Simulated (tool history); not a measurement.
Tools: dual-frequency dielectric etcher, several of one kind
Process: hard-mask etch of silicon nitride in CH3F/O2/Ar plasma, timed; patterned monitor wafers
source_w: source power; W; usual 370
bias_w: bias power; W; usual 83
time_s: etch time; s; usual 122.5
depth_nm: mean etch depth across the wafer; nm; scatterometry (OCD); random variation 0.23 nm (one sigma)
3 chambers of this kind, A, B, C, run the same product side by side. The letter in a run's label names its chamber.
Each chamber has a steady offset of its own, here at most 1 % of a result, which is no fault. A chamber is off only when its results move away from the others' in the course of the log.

| run | hour | source_w | bias_w | time_s | hours since the last wet clean | hours since the last source power generator calibration | hours since the last bias power generator calibration | read-back reference wafer on the same gauge, depth_nm | depth_nm |
|---|---|---|---|---|---|---|---|---|---|
| 1A | 6.5 | 370 | 83 | 122.5 | 230.6 | 919.2 | 66 | 104.41 | 87.882 |
| 2B | 11 | 370 | 83 | 122.5 | 296.9 | 1674.6 | 2096.3 | 104.4 | 87.523 |
| 3C | 16.2 | 370 | 83 | 122.5 | 293.7 | 2488.3 | 2704.4 | 104.36 | 86.889 |
| 4C | 23.8 | 370 | 83 | 122.5 | 301.3 | 2495.9 | 2712 | 104.43 | 87.041 |
| 5B | 30.9 | 370 | 83 | 122.5 | 316.8 | 1694.5 | 2116.2 | 104.36 | 88.027 |
| 6A | 39.6 | 370 | 83 | 122.5 | 263.7 | 952.3 | 99.1 | 104.4 | 88.037 |
| 7A | 48.3 | 370 | 83 | 122.5 | 272.4 | 961 | 107.8 | 104.37 | 88.173 |
| 8C | 56.4 | 370 | 74 | 136.5 | 333.9 | 2528.5 | 2744.6 | 104.39 | 93.402 |
| 9B | 64.2 | 370 | 74 | 136.5 | 350.1 | 1727.8 | 2149.5 | 104.43 | 94.007 |
| 10A | 70.2 | 370 | 74 | 136.5 | 294.3 | 982.9 | 129.7 | 104.4 | 95.064 |
| 11B | 76.2 | 370 | 83 | 122.5 | 362.1 | 1739.8 | 2161.5 | 104.35 | 87.836 |
| 12C | 83.4 | 370 | 83 | 122.5 | 360.9 | 2555.5 | 2771.6 | 104.37 | 87.204 |
| 13C | 90.7 | 370 | 83 | 122.5 | 368.2 | 2562.8 | 2778.9 | 104.45 | 87.161 |
| 14B | 99.3 | 370 | 83 | 122.5 | 385.2 | 1762.9 | 2184.6 | 104.45 | 87.986 |
| 15A | 107.8 | 370 | 83 | 122.5 | 331.9 | 1020.5 | 167.3 | 104.43 | 88.736 |
| 16A | 116.4 | 370 | 83 | 122.5 | 340.5 | 1029.1 | 175.9 | 104.44 | 89.039 |
| 17C | 122.4 | 370 | 83 | 122.5 | 399.9 | 2594.5 | 2810.6 | 104.34 | 87.182 |
| 18B | 129.8 | 370 | 103 | 122.5 | 415.7 | 1793.4 | 2215.1 | 104.4 | 95.119 |
| 19B | 134.2 | 370 | 103 | 122.5 | 420.1 | 1797.8 | 2219.5 | 104.31 | 95.016 |
| 20C | 142.4 | 370 | 103 | 122.5 | 419.9 | 2614.5 | 2830.6 | 104.41 | 94.443 |
| 21A | 147.7 | 370 | 83 | 122.5 | 371.8 | 1060.4 | 207.2 | 104.37 | 89.335 |
|  | 149.8 | chamber C: wet clean of the chamber |
| 22A | 152.3 | 370 | 83 | 122.5 | 376.4 | 1065 | 211.8 | 104.39 | 89.195 |
| 23B | 159.2 | 370 | 83 | 122.5 | 445.1 | 1822.8 | 2244.5 | 104.43 | 87.587 |
|  | 167.5 | chamber A: wet clean of the chamber |
| 24C | 167.8 | 370 | 83 | 122.5 | 18 | 2639.9 | 2856 | 104.46 | 87.497 |
| 25B | 173.3 | 370 | 83 | 122.5 | 459.2 | 1836.9 | 2258.6 | 104.37 | 87.638 |
| 26A | 177.5 | 370 | 83 | 122.5 | 10.1 | 1090.2 | 237 | 104.44 | 89.07 |
| 27C | 184.9 | 370 | 83 | 122.5 | 35.1 | 2657 | 2873.1 | 104.38 | 87.252 |
| 28A | 192.1 | 370 | 83 | 122.5 | 24.7 | 1104.8 | 251.6 | 104.36 | 89.184 |
| 29B | 199.6 | 370 | 83 | 122.5 | 485.5 | 1863.2 | 2284.9 | 104.41 | 87.686 |
| 30C | 207.1 | 370 | 83 | 122.5 | 57.3 | 2679.2 | 2895.3 | 104.38 | 87.303 |
| 31B | 214.1 | 370 | 83 | 122.5 | 500 | 1877.7 | 2299.4 | 104.41 | 88.183 |
| 32C | 221.3 | 370 | 83 | 122.5 | 71.5 | 2693.4 | 2909.5 | 104.38 | 87.174 |
| 33A | 227.8 | 370 | 83 | 122.5 | 60.4 | 1140.5 | 287.3 | 104.44 | 89.103 |
| 34C | 233.9 | 370 | 83 | 122.5 | 84.1 | 2706 | 2922.1 | 104.46 | 87.331 |
| 35A | 240.6 | 370 | 83 | 122.5 | 73.2 | 1153.3 | 300.1 | 104.41 | 89.395 |
| 36B | 247.7 | 370 | 83 | 122.5 | 533.6 | 1911.3 | 2333 | 104.35 | 88.001 |
| 37C | 252.3 | 370 | 83 | 122.5 | 102.5 | 2724.4 | 2940.5 | 104.41 | 87.373 |

Is one chamber off against the others, does the gauge drift, or is nothing wrong? If a chamber is off, say which, and what the likeliest cause is.

Chamber A drifts away from the others.
Cause: source power that arrives over what is set, % = 5.11.
The log may not tell that from: bias power that arrives over what is set, %.

Here are 4 candidates for chamber A's next run, each the usual settings with a change, their results left as question marks. Which one brings its results back in line with what the others give on the usual settings?
In line means no further than this from the other chambers' mean on the usual settings: depth_nm 0.81 nm
| 38A-1 | 258.8 | 350 | 83 | 122.5 |  |  |  |  | ? |
| 38A-2 | 258.8 | 370 | 73 | 122.5 |  |  |  |  | ? |
| 38A-3 | 258.8 | 370 | 84 | 127 |  |  |  |  | ? |
| 38A-4 | 258.8 | 370 | 83 | 125 |  |  |  |  | ? |

The other chambers' mean on the usual settings: depth_nm 87.627 nm
| run | depth_nm |
|---|---|
| 38A-1 | 87.821 |
| 38A-2 | 85.762 |
| 38A-3 | 93.393 |
| 38A-4 | 91.533 |
38A-1 brings the chamber back in line.
